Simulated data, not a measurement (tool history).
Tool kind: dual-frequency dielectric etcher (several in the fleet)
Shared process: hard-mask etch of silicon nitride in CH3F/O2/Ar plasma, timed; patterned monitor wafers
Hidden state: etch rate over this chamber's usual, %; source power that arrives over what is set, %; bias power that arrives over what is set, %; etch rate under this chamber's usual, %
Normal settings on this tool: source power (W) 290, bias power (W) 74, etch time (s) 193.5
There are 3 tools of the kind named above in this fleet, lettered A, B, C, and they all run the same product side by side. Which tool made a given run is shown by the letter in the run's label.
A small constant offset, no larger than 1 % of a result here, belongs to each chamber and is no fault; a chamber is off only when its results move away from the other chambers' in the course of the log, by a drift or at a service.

run    day  source power (W)  bias power (W)  etch time (s)  hours since the last wet clean  hours since the last source power generator calibration  hours since the last bias power generator calibration  read-back reference wafer on the same gauge, depth_nm  mean etch depth across the wafer (nm)
 1C  0.158               290              74          193.5                           231.8                                                   1038.6                                                 3394.9                                                 100.06                                 121.08
 2A  0.262               290              74          193.5                             213                                                      451                                                 2181.7                                                 100.07                                 121.81
 3B  0.379               290              74          193.5                            88.9                                                   2085.3                                                 2673.5                                                 100.01                                 122.26
 4B  0.475               290              74          193.5                            91.2                                                   2087.6                                                 2675.8                                                 99.999                                  122.5
 5A  0.658               290              74          193.5                           222.5                                                    460.5                                                 2191.2                                                 99.955                                 121.53
 6C  0.775               290              74          193.5                           246.6                                                   1053.4                                                 3409.7                                                 99.949                                 121.79
 7A  0.883               290              74          193.5                           227.9                                                    465.9                                                 2196.6                                                 99.913                                 122.09
 8C  1.083               290              74          193.5                             254                                                   1060.8                                                 3417.1                                                 99.962                                 120.57
 9B  1.275               290              62          193.5                           110.4                                                   2106.8                                                   2695                                                 100.05                                 114.95
10A  1.438               290              62          193.5                           241.2                                                    479.2                                                 2209.9                                                  99.94                                  113.9
11B  1.558               290              62          193.5                           117.2                                                   2113.6                                                 2701.8                                                 100.03                                 113.88
12C  1.679               290              74          193.5                           268.3                                                   1075.1                                                 3431.4                                                 99.934                                  121.7
13A  1.804               290              74          193.5                             250                                                      488                                                 2218.7                                                 100.03                                 122.16
14B  1.946               290              86          193.5                           126.5                                                   2122.9                                                 2711.1                                                 100.04                                 127.99
15C  2.129               290              86          193.5                           279.1                                                   1085.9                                                 3442.2                                                 99.994                                 127.65
16A  2.258               290              86          193.5                           260.9                                                    498.9                                                 2229.6                                                 100.05                                 128.95
17B  2.408               290              74          193.5                           137.6                                                     2134                                                 2722.2                                                 99.976                                  121.4
18C  2.525               290              74          193.5                           288.6                                                   1095.4                                                 3451.7                                                 100.05                                 121.92
19C  2.617               260              74            175                           290.8                                                   1097.6                                                 3453.9                                                 99.911                                 105.34
20B  2.746               260              74            175                           145.7                                                   2142.1                                                 2730.3                                                 100.04                                 104.56
     2.779  -- chamber C: bias power generator calibrated
21A  2.879               260              74            175                           275.8                                                    513.8                                                 2244.5                                                  99.86                                 105.83
22B  3.029               290              83          193.5                           152.5                                                   2148.9                                                 2737.1                                                 100.06                                    126
23A  3.133               290              83          193.5                           281.9                                                    519.9                                                 2250.6                                                 99.892                                 126.84
24C  3.279               290              83          193.5                           306.7                                                   1113.5                                                   12.1                                                 100.06                                 126.57
25A  3.467               290              74          193.5                           289.9                                                    527.9                                                 2258.6                                                 100.01                                 122.32
26C  3.579               290              74          193.5                           313.9                                                   1120.7                                                   19.3                                                 99.965                                 120.73
27B  3.783               290              74          193.5                           170.6                                                     2167                                                 2755.2                                                 99.976                                 119.54
28B  3.892               290              74          193.5                           173.2                                                   2169.6                                                 2757.8                                                 100.08                                 120.99
29C  4.004               350              74          193.5                           324.1                                                   1130.9                                                   29.5                                                 100.02                                  130.4
30A  4.179               350              74          193.5                             307                                                      545                                                 2275.7                                                 100.02                                 130.44
31C  4.279               350              74          193.5                           330.7                                                   1137.5                                                   36.1                                                 99.965                                 130.95
32A  4.425               290              74          193.5                           312.9                                                    550.9                                                 2281.6                                                 99.849                                 122.26
33B  4.542               290              86          193.5                           188.8                                                   2185.2                                                 2773.4                                                 100.02                                 125.73
34B  4.742               290              86          193.5                           193.6                                                     2190                                                 2778.2                                                 99.975                                 126.12
35C  4.871               290              86          193.5                           344.9                                                   1151.7                                                   50.3                                                 99.926                                 128.88
36A  5.025               290              74          193.5                           327.3                                                    565.3                                                   2296                                                 100.01                                 121.79
37A  5.129               290              74          193.5                           329.8                                                    567.8                                                 2298.5                                                 100.02                                 122.25

Predict what each chamber gives when all 3 of them run the settings below next.
38A  5.279               290              74          193.5                                                                                                                                                                                                                                             ?
38B  5.279               290              74          193.5                                                                                                                                                                                                                                             ?
38C  5.279               290              74          193.5                                                                                                                                                                                                                                             ?

run  mean etch depth across the wafer (nm)
38A                                 121.83
38B                                 117.93
38C                                 121.26
